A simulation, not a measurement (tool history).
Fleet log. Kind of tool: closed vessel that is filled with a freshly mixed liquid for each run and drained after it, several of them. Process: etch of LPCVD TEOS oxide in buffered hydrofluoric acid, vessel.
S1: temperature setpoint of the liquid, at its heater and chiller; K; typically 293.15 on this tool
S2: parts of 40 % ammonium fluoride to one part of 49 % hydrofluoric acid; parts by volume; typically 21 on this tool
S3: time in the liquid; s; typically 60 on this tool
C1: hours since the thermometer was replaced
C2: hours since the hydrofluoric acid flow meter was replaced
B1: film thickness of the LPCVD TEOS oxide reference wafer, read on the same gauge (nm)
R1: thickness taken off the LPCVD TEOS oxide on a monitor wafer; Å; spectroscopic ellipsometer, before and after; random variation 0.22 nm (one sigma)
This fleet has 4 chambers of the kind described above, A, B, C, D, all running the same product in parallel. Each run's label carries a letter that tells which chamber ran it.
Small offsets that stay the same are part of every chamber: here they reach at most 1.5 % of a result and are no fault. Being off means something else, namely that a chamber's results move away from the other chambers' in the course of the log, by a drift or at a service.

{"run": "1C", "hour": 5.0, "S1": 293.15, "S2": 21, "S3": 60, "C1": 2095.9, "C2": 264.8, "B1": 150.03, "R1": 430.18}
{"run": "2D", "hour": 12.2, "S1": 293.15, "S2": 21, "S3": 60, "C1": 466.6, "C2": 525.6, "B1": 150.04, "R1": 429.92}
{"run": "3B", "hour": 18.0, "S1": 293.15, "S2": 21, "S3": 60, "C1": 71.7, "C2": 108.6, "B1": 150.05, "R1": 424.19}
{"run": "4A", "hour": 28.2, "S1": 293.15, "S2": 21, "S3": 60, "C1": 1892.5, "C2": 917.3, "B1": 149.99, "R1": 426.75}
{"run": "5B", "hour": 37.5, "S1": 293.15, "S2": 21, "S3": 60, "C1": 91.2, "C2": 128.1, "B1": 149.99, "R1": 429.91}
{"run": "6A", "hour": 47.0, "S1": 293.15, "S2": 21, "S3": 60, "C1": 1911.3, "C2": 936.1, "B1": 150.04, "R1": 423.29}
{"run": "7C", "hour": 53.1, "S1": 293.15, "S2": 21, "S3": 60, "C1": 2144, "C2": 312.9, "B1": 150, "R1": 430.14}
{"run": "8D", "hour": 62.0, "S1": 293.15, "S2": 21, "S3": 60, "C1": 516.4, "C2": 575.4, "B1": 150.02, "R1": 432.82}
{"run": "9B", "hour": 72.1, "S1": 293.15, "S2": 21, "S3": 60, "C1": 125.8, "C2": 162.7, "B1": 150, "R1": 428.9}
{"run": "10A", "hour": 79.6, "S1": 293.15, "S2": 13.5, "S3": 75, "C1": 1943.9, "C2": 968.7, "B1": 149.94, "R1": 811.26}
{"run": "11C", "hour": 86.6, "S1": 293.15, "S2": 13.5, "S3": 75, "C1": 2177.5, "C2": 346.4, "B1": 150.03, "R1": 814.67}
{"run": "12D", "hour": 93.6, "S1": 293.15, "S2": 13.5, "S3": 75, "C1": 548, "C2": 607, "B1": 149.97, "R1": 825.87}
{"run": "13A", "hour": 98.7, "S1": 293.15, "S2": 13.5, "S3": 75, "C1": 1963, "C2": 987.8, "B1": 150.01, "R1": 810.3}
{"run": "14D", "hour": 110.0, "S1": 293.15, "S2": 21, "S3": 60, "C1": 564.4, "C2": 623.4, "B1": 150.01, "R1": 440}
{"run": "15B", "hour": 115.7, "S1": 293.15, "S2": 21, "S3": 60, "C1": 169.4, "C2": 206.3, "B1": 149.99, "R1": 428.66}
{"run": "16C", "hour": 124.2, "S1": 293.15, "S2": 21, "S3": 60, "C1": 2215.1, "C2": 384, "B1": 149.97, "R1": 431.19}
{"run": "17C", "hour": 134.8, "S1": 293.15, "S2": 21, "S3": 60, "C1": 2225.7, "C2": 394.6, "B1": 150.06, "R1": 428.19}
{"run": "18D", "hour": 145.7, "S1": 293.15, "S2": 21, "S3": 60, "C1": 600.1, "C2": 659.1, "B1": 150, "R1": 445.31}
{"run": "19A", "hour": 151.6, "S1": 293.15, "S2": 21, "S3": 60, "C1": 2015.9, "C2": 1040.7, "B1": 150, "R1": 426.24}
{"run": "20B", "hour": 159.4, "S1": 293.15, "S2": 21, "S3": 60, "C1": 213.1, "C2": 250, "B1": 150.02, "R1": 428.28}
{"run": "21B", "hour": 169.0, "S1": 293.15, "S2": 21, "S3": 60, "C1": 222.7, "C2": 259.6, "B1": 149.96, "R1": 428.72}
{"run": "22C", "hour": 176.2, "S1": 293.15, "S2": 21, "S3": 60, "C1": 2267.1, "C2": 436, "B1": 150.04, "R1": 430.18}
{"run": "23D", "hour": 186.2, "S1": 293.15, "S2": 21, "S3": 60, "C1": 640.6, "C2": 699.6, "B1": 150.01, "R1": 443.65}
{"run": "24A", "hour": 192.0, "S1": 293.15, "S2": 21, "S3": 60, "C1": 2056.3, "C2": 1081.1, "B1": 149.99, "R1": 428.69}
{"run": "25D", "hour": 199.1, "S1": 293.15, "S2": 21, "S3": 60, "C1": 653.5, "C2": 712.5, "B1": 150.05, "R1": 447.48}
{"run": "26C", "hour": 206.8, "S1": 293.15, "S2": 21, "S3": 60, "C1": 2297.7, "C2": 466.6, "B1": 149.96, "R1": 430.05}
{"run": "27A", "hour": 214.5, "S1": 293.15, "S2": 21, "S3": 60, "C1": 2078.8, "C2": 1103.6, "B1": 150.01, "R1": 422.42}
{"run": "28B", "hour": 221.6, "S1": 293.15, "S2": 21, "S3": 60, "C1": 275.3, "C2": 312.2, "B1": 149.98, "R1": 426.58}
{"run": "29D", "hour": 228.2, "S1": 293.15, "S2": 21, "S3": 60, "C1": 682.6, "C2": 741.6, "B1": 149.96, "R1": 450.27}
{"run": "30A", "hour": 233.9, "S1": 293.15, "S2": 21, "S3": 60, "C1": 2098.2, "C2": 1123, "B1": 149.98, "R1": 423.25}
{"run": "31C", "hour": 244.8, "S1": 293.15, "S2": 25.5, "S3": 60, "C1": 2335.7, "C2": 504.6, "B1": 149.99, "R1": 379.63}
{"run": "32B", "hour": 253.1, "S1": 293.15, "S2": 25.5, "S3": 60, "C1": 306.8, "C2": 343.7, "B1": 149.97, "R1": 373.76}
{"run": "33B", "hour": 258.4, "S1": 293.15, "S2": 25.5, "S3": 60, "C1": 312.1, "C2": 349, "B1": 150, "R1": 374.1}
{"run": "34D", "hour": 264.5, "S1": 293.15, "S2": 25.5, "S3": 60, "C1": 718.9, "C2": 777.9, "B1": 150.02, "R1": 395.82}

All chambers now run identical settings, listed one chamber a line with results as question marks. What results will each chamber show?
{"run": "35A", "hour": 272.6, "S1": 293.15, "S2": 21, "S3": 60, "R1": "?"}
{"run": "35B", "hour": 272.6, "S1": 293.15, "S2": 21, "S3": 60, "R1": "?"}
{"run": "35C", "hour": 272.6, "S1": 293.15, "S2": 21, "S3": 60, "R1": "?"}
{"run": "35D", "hour": 272.6, "S1": 293.15, "S2": 21, "S3": 60, "R1": "?"}

run=35A R1=426.37
run=35B R1=431.38
run=35C R1=428.79
run=35D R1=454.87
